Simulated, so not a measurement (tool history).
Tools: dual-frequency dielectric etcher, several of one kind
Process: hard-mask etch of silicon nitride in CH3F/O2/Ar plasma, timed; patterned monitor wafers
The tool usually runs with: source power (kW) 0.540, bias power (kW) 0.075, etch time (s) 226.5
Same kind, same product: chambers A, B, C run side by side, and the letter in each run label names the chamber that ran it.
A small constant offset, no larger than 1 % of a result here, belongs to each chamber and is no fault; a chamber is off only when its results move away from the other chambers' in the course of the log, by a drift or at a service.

run,day,source power (kW),bias power (kW),etch time (s),hours since the last wet clean,hours since the last source power generator calibration,hours since the last bias power generator calibration,"read-back reference wafer on the same gauge, depth_nm",mean etch depth across the wafer (Å)
1A,0.225,0.540,0.075,226.5,410.3,1878.6,753.4,166.96,1800.7
2C,0.358,0.540,0.075,226.5,10.5,3647.8,2058.9,166.90,1808.1
3B,0.588,0.540,0.075,226.5,273.8,3035.0,485.9,166.98,1816.9
4B,0.742,0.540,0.075,226.5,277.5,3038.7,489.6,166.99,1808.4
5C,0.992,0.540,0.075,226.5,25.7,3663.0,2074.1,167.08,1813.3
6A,1.262,0.540,0.075,226.5,435.2,1903.5,778.3,166.96,1799.4
# day 1.475: chamber A: wet clean of the chamber
7B,1.504,0.540,0.075,226.5,295.8,3057.0,507.9,166.96,1814.2
8A,1.658,0.540,0.075,226.5,4.5,1913.0,787.8,167.07,1802.0
9C,1.892,0.540,0.075,226.5,47.3,3684.6,2095.7,166.91,1808.7
10C,2.100,0.450,0.075,286.0,52.3,3689.6,2100.7,166.99,2136.9
11B,2.392,0.450,0.075,286.0,317.1,3078.3,529.2,167.00,2145.0
12A,2.667,0.450,0.075,286.0,28.7,1937.2,812.0,167.06,2130.0
13C,2.904,0.540,0.075,226.5,71.6,3708.9,2120.0,166.92,1814.4
14A,3.083,0.540,0.075,226.5,38.7,1947.2,822.0,166.83,1805.4
15B,3.217,0.540,0.075,226.5,336.9,3098.1,549.0,167.02,1817.8
# day 3.362: chamber B: source power generator calibrated
# day 3.375: chamber C: source power generator calibrated
16A,3.392,0.540,0.075,226.5,46.1,1954.6,829.4,166.91,1815.1
17B,3.517,0.540,0.075,226.5,344.1,3.8,556.2,167.00,1853.1
18C,3.692,0.540,0.075,226.5,90.5,7.6,2138.9,166.89,1809.0
19C,3.896,0.540,0.075,226.5,95.4,12.5,2143.8,167.02,1813.7
20B,4.033,0.540,0.075,226.5,356.5,16.2,568.6,167.01,1849.1
21A,4.275,0.540,0.075,226.5,67.3,1975.8,850.6,167.01,1803.6
22A,4.488,0.540,0.075,226.5,72.4,1980.9,855.7,166.96,1805.2
23C,4.633,0.480,0.075,171.5,113.1,30.2,2161.5,167.05,1306.8
24B,4.912,0.480,0.075,171.5,377.6,37.3,589.7,167.04,1335.5
25B,5.129,0.480,0.075,171.5,382.8,42.5,594.9,166.99,1343.0
26A,5.367,0.540,0.075,226.5,93.5,2002.0,876.8,166.91,1798.1
27C,5.521,0.540,0.075,226.5,134.4,51.5,2182.8,167.05,1815.4
28B,5.754,0.670,0.075,261.5,397.8,57.5,609.9,167.14,2314.2
29C,5.879,0.670,0.075,261.5,143.0,60.1,2191.4,166.99,2273.5
30A,6.096,0.670,0.075,261.5,111.0,2019.5,894.3,166.96,2264.0
# day 6.221: chamber B: wet clean of the chamber
31B,6.279,0.540,0.075,226.5,1.4,70.1,622.5,167.03,1846.1
32C,6.558,0.540,0.075,226.5,159.3,76.4,2207.7,166.95,1806.2
33A,6.712,0.540,0.075,226.5,125.8,2034.3,909.1,167.07,1794.3
34A,6.846,0.650,0.075,258.5,129.0,2037.5,912.3,166.96,2204.4
35B,6.992,0.650,0.075,258.5,18.5,87.2,639.6,167.00,2273.4
36C,7.146,0.650,0.075,258.5,173.4,90.5,2221.8,167.00,2220.1
37B,7.362,0.540,0.075,226.5,27.4,96.1,648.5,167.05,1841.1
38C,7.517,0.540,0.075,226.5,182.3,99.4,2230.7,166.97,1809.3
39A,7.788,0.540,0.075,226.5,151.6,2060.1,934.9,167.01,1809.4
40B,7.992,0.540,0.075,226.5,42.5,111.2,663.6,167.01,1844.5
41C,8.183,0.540,0.075,226.5,198.3,115.4,2246.7,166.90,1803.3
42A,8.321,0.540,0.075,226.5,164.4,2072.9,947.7,167.13,1810.6
43C,8.492,0.540,0.075,226.5,205.7,122.8,2254.1,167.00,1805.6

Each of the 3 chambers runs these same settings next. Fill in every chamber's results:
44A,8.700,0.540,0.075,163.5,,,,,?
44B,8.700,0.540,0.075,163.5,,,,,?
44C,8.700,0.540,0.075,163.5,,,,,?

run,mean etch depth across the wafer (Å)
44A,1292.6
44B,1330.8
44C,1312.1
